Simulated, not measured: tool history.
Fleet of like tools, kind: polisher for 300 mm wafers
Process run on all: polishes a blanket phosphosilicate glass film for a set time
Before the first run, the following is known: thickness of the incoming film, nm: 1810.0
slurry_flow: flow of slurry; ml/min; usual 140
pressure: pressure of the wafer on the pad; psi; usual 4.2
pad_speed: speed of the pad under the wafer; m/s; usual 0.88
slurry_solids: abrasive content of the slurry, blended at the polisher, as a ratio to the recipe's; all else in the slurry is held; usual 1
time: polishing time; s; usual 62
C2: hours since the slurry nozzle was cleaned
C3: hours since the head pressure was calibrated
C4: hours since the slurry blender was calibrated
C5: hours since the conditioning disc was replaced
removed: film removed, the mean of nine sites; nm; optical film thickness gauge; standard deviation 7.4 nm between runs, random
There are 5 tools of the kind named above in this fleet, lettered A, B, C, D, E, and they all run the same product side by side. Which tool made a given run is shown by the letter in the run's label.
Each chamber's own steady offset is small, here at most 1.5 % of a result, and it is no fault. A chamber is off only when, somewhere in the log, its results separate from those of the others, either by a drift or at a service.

{"hour": 4.1, "done": "chamber B: worn pad replaced by a new one"}
{"run": "1D", "hour": 7.7, "slurry_flow": 140, "pressure": 4.2, "pad_speed": 0.88, "slurry_solids": 1, "time": 62, "wafers polished on this pad": 1384, "C2": 198.9, "C3": 114.9, "C4": 398.9, "C5": 347.1, "removed": 509.22}
{"hour": 11.9, "done": "chamber D: worn pad replaced by a new one"}
{"hour": 12.2, "done": "chamber C: conditioning disc replaced and pad reconditioned"}
{"run": "2B", "hour": 15.1, "slurry_flow": 140, "pressure": 4.2, "pad_speed": 0.88, "slurry_solids": 1, "time": 62, "wafers polished on this pad": 142, "C2": 347.7, "C3": 304.7, "C4": 100.4, "C5": 213.6, "removed": 515.86}
{"hour": 16.7, "done": "chamber E: slurry blender recalibrated"}
{"run": "3E", "hour": 22.2, "slurry_flow": 140, "pressure": 4.2, "pad_speed": 0.88, "slurry_solids": 1, "time": 62, "wafers polished on this pad": 362, "C2": 155, "C3": 127.1, "C4": 5.6, "C5": 93.9, "removed": 507.62}
{"run": "4C", "hour": 28.9, "slurry_flow": 140, "pressure": 4.2, "pad_speed": 0.88, "slurry_solids": 1, "time": 62, "wafers polished on this pad": 1054, "C2": 468.2, "C3": 219.3, "C4": 278.4, "C5": 16.7, "removed": 518.31}
{"run": "5A", "hour": 35.8, "slurry_flow": 140, "pressure": 4.2, "pad_speed": 0.88, "slurry_solids": 1, "time": 62, "wafers polished on this pad": 658, "C2": 355.1, "C3": 422.6, "C4": 282, "C5": 253.9, "removed": 519.6}
{"hour": 38.1, "done": "chamber C: slurry nozzle cleaned"}
{"run": "6B", "hour": 45.5, "slurry_flow": 140, "pressure": 4.2, "pad_speed": 0.88, "slurry_solids": 1, "time": 62, "wafers polished on this pad": 536, "C2": 378.1, "C3": 335.1, "C4": 130.8, "C5": 244, "removed": 529.21}
{"hour": 47.1, "done": "chamber D: conditioning disc replaced and pad reconditioned"}
{"hour": 47.1, "done": "chamber B: worn pad replaced by a new one"}
{"hour": 50.9, "done": "chamber D: slurry blender recalibrated"}
{"hour": 53.0, "done": "chamber A: slurry nozzle cleaned"}
{"run": "7A", "hour": 54.8, "slurry_flow": 140, "pressure": 4.2, "pad_speed": 0.88, "slurry_solids": 1, "time": 62, "wafers polished on this pad": 904, "C2": 1.8, "C3": 441.6, "C4": 301, "C5": 272.9, "removed": 517.13}
{"hour": 60.5, "done": "chamber E: worn pad replaced by a new one"}
{"hour": 62.6, "done": "chamber A: worn pad replaced by a new one"}
{"run": "8D", "hour": 63.7, "slurry_flow": 140, "pressure": 4.2, "pad_speed": 0.88, "slurry_solids": 1, "time": 62, "wafers polished on this pad": 670, "C2": 254.9, "C3": 170.9, "C4": 12.8, "C5": 16.7, "removed": 513.88}
{"hour": 67.5, "done": "chamber C: worn pad replaced by a new one"}
{"run": "9C", "hour": 71.8, "slurry_flow": 140, "pressure": 4.2, "pad_speed": 0.88, "slurry_solids": 1, "time": 62, "wafers polished on this pad": 56, "C2": 33.7, "C3": 262.2, "C4": 321.3, "C5": 59.6, "removed": 513.06}
{"hour": 77.4, "done": "chamber A: conditioning disc replaced and pad reconditioned"}
{"run": "10E", "hour": 77.7, "slurry_flow": 140, "pressure": 4.2, "pad_speed": 0.88, "slurry_solids": 1, "time": 62, "wafers polished on this pad": 223, "C2": 210.5, "C3": 182.6, "C4": 61.1, "C5": 149.4, "removed": 521.03}
{"run": "11D", "hour": 82.9, "slurry_flow": 140, "pressure": 4.2, "pad_speed": 0.88, "slurry_solids": 1, "time": 62, "wafers polished on this pad": 919, "C2": 274.1, "C3": 190.1, "C4": 32, "C5": 35.9, "removed": 510.31}
{"run": "12A", "hour": 92.1, "slurry_flow": 140, "pressure": 4.2, "pad_speed": 0.88, "slurry_solids": 1, "time": 62, "wafers polished on this pad": 381, "C2": 39.1, "C3": 478.9, "C4": 338.3, "C5": 14.8, "removed": 526.19}
{"hour": 93.0, "done": "chamber B: worn pad replaced by a new one"}
{"run": "13C", "hour": 98.4, "slurry_flow": 140, "pressure": 3.1, "pad_speed": 0.88, "slurry_solids": 1.2, "time": 62, "wafers polished on this pad": 400, "C2": 60.3, "C3": 288.8, "C4": 347.9, "C5": 86.2, "removed": 410.62}
{"run": "14E", "hour": 102.8, "slurry_flow": 140, "pressure": 3.1, "pad_speed": 0.88, "slurry_solids": 1.2, "time": 62, "wafers polished on this pad": 547, "C2": 235.6, "C3": 207.7, "C4": 86.2, "C5": 174.5, "removed": 419.81}
{"run": "15B", "hour": 108.2, "slurry_flow": 140, "pressure": 3.1, "pad_speed": 0.88, "slurry_solids": 1.2, "time": 62, "wafers polished on this pad": 197, "C2": 440.8, "C3": 397.8, "C4": 193.5, "C5": 306.7, "removed": 403.03}
{"run": "16B", "hour": 113.7, "slurry_flow": 140, "pressure": 3.1, "pad_speed": 0.88, "slurry_solids": 1.2, "time": 62, "wafers polished on this pad": 268, "C2": 446.3, "C3": 403.3, "C4": 199, "C5": 312.2, "removed": 414.02}
{"run": "17D", "hour": 121.9, "slurry_flow": 140, "pressure": 3.1, "pad_speed": 0.88, "slurry_solids": 1.2, "time": 62, "wafers polished on this pad": 1423, "C2": 313.1, "C3": 229.1, "C4": 71, "C5": 74.9, "removed": 407.77}
{"hour": 122.1, "done": "chamber D: worn pad replaced by a new one"}
{"hour": 127.3, "done": "chamber E: worn pad replaced by a new one"}
{"run": "18C", "hour": 127.4, "slurry_flow": 140, "pressure": 4.2, "pad_speed": 0.88, "slurry_solids": 1, "time": 62, "wafers polished on this pad": 775, "C2": 89.3, "C3": 317.8, "C4": 376.9, "C5": 115.2, "removed": 518.08}
{"hour": 133.3, "done": "chamber C: slurry blender recalibrated"}
{"hour": 134.9, "done": "chamber A: worn pad replaced by a new one"}
{"run": "19A", "hour": 135.8, "slurry_flow": 140, "pressure": 4.2, "pad_speed": 0.88, "slurry_solids": 1, "time": 62, "wafers polished on this pad": 11, "C2": 82.8, "C3": 522.6, "C4": 382, "C5": 58.5, "removed": 516.31}
{"hour": 143.5, "done": "chamber B: worn pad replaced by a new one"}
{"run": "20E", "hour": 143.7, "slurry_flow": 140, "pressure": 4.2, "pad_speed": 0.88, "slurry_solids": 1, "time": 62, "wafers polished on this pad": 212, "C2": 276.5, "C3": 248.6, "C4": 127.1, "C5": 215.4, "removed": 520.19}
{"run": "21E", "hour": 149.5, "slurry_flow": 140, "pressure": 4.2, "pad_speed": 0.88, "slurry_solids": 1, "time": 48, "wafers polished on this pad": 287, "C2": 282.3, "C3": 254.4, "C4": 132.9, "C5": 221.2, "removed": 403.07}
{"hour": 152.7, "done": "chamber E: slurry nozzle cleaned"}
{"run": "22A", "hour": 158.6, "slurry_flow": 140, "pressure": 4.2, "pad_speed": 0.88, "slurry_solids": 1, "time": 48, "wafers polished on this pad": 306, "C2": 105.6, "C3": 545.4, "C4": 404.8, "C5": 81.3, "removed": 401.18}
{"run": "23D", "hour": 164.2, "slurry_flow": 140, "pressure": 4.2, "pad_speed": 0.88, "slurry_solids": 1, "time": 48, "wafers polished on this pad": 545, "C2": 355.4, "C3": 271.4, "C4": 113.3, "C5": 117.2, "removed": 388.12}
{"hour": 167.6, "done": "chamber C: worn pad replaced by a new one"}
{"run": "24B", "hour": 171.8, "slurry_flow": 140, "pressure": 4.2, "pad_speed": 0.88, "slurry_solids": 1, "time": 48, "wafers polished on this pad": 366, "C2": 504.4, "C3": 461.4, "C4": 257.1, "C5": 370.3, "removed": 405.63}
{"run": "25C", "hour": 176.2, "slurry_flow": 140, "pressure": 4.2, "pad_speed": 0.88, "slurry_solids": 1, "time": 48, "wafers polished on this pad": 111, "C2": 138.1, "C3": 366.6, "C4": 43, "C5": 164, "removed": 410.96}
{"hour": 181.8, "done": "chamber D: head pressure recalibrated"}
{"run": "26D", "hour": 182.1, "slurry_flow": 140, "pressure": 4.2, "pad_speed": 0.68, "slurry_solids": 1, "time": 62, "wafers polished on this pad": 777, "C2": 373.3, "C3": 0.3, "C4": 131.2, "C5": 135.1, "removed": 413.86}
{"hour": 187.7, "done": "chamber A: slurry blender recalibrated"}
{"hour": 188.9, "done": "chamber B: worn pad replaced by a new one"}
{"hour": 189.8, "done": "chamber E: worn pad replaced by a new one"}
{"run": "27E", "hour": 191.1, "slurry_flow": 140, "pressure": 4.2, "pad_speed": 0.68, "slurry_solids": 1, "time": 62, "wafers polished on this pad": 17, "C2": 38.4, "C3": 296, "C4": 174.5, "C5": 262.8, "removed": 416.28}
{"run": "28C", "hour": 196.1, "slurry_flow": 140, "pressure": 4.2, "pad_speed": 0.68, "slurry_solids": 1, "time": 62, "wafers polished on this pad": 369, "C2": 158, "C3": 386.5, "C4": 62.9, "C5": 183.9, "removed": 413.07}
{"hour": 198.4, "done": "chamber B: slurry blender recalibrated"}
{"hour": 199.7, "done": "chamber D: slurry nozzle cleaned"}
{"hour": 204.3, "done": "chamber A: worn pad replaced by a new one"}
{"run": "29A", "hour": 205.6, "slurry_flow": 140, "pressure": 4.2, "pad_speed": 0.68, "slurry_solids": 1, "time": 62, "wafers polished on this pad": 17, "C2": 152.6, "C3": 592.4, "C4": 18, "C5": 128.3, "removed": 426.08}
{"run": "30B", "hour": 212.2, "slurry_flow": 140, "pressure": 4.2, "pad_speed": 0.68, "slurry_solids": 1, "time": 62, "wafers polished on this pad": 302, "C2": 544.8, "C3": 501.8, "C4": 13.8, "C5": 410.7, "removed": 428.44}
{"run": "31A", "hour": 221.7, "slurry_flow": 140, "pressure": 4.2, "pad_speed": 0.88, "slurry_solids": 1, "time": 62, "wafers polished on this pad": 225, "C2": 168.7, "C3": 608.5, "C4": 34.1, "C5": 144.4, "removed": 509.25}
{"run": "32D", "hour": 228.7, "slurry_flow": 140, "pressure": 4.2, "pad_speed": 0.88, "slurry_solids": 1, "time": 62, "wafers polished on this pad": 1380, "C2": 29, "C3": 46.9, "C4": 177.8, "C5": 181.7, "removed": 513.48}

Next, all 5 chambers run the settings below, one line each with question marks for the results. What does each chamber give?
{"run": "33A", "hour": 235.7, "slurry_flow": 140, "pressure": 4.2, "pad_speed": 0.88, "slurry_solids": 1, "time": 62, "removed": "?"}
{"run": "33B", "hour": 235.7, "slurry_flow": 140, "pressure": 4.2, "pad_speed": 0.88, "slurry_solids": 1, "time": 62, "removed": "?"}
{"run": "33C", "hour": 235.7, "slurry_flow": 140, "pressure": 4.2, "pad_speed": 0.88, "slurry_solids": 1, "time": 62, "removed": "?"}
{"run": "33D", "hour": 235.7, "slurry_flow": 140, "pressure": 4.2, "pad_speed": 0.88, "slurry_solids": 1, "time": 62, "removed": "?"}
{"run": "33E", "hour": 235.7, "slurry_flow": 140, "pressure": 4.2, "pad_speed": 0.88, "slurry_solids": 1, "time": 62, "removed": "?"}

run=33A removed=521.74
run=33B removed=516.83
run=33C removed=524.65
run=33D removed=516.38
run=33E removed=521.75

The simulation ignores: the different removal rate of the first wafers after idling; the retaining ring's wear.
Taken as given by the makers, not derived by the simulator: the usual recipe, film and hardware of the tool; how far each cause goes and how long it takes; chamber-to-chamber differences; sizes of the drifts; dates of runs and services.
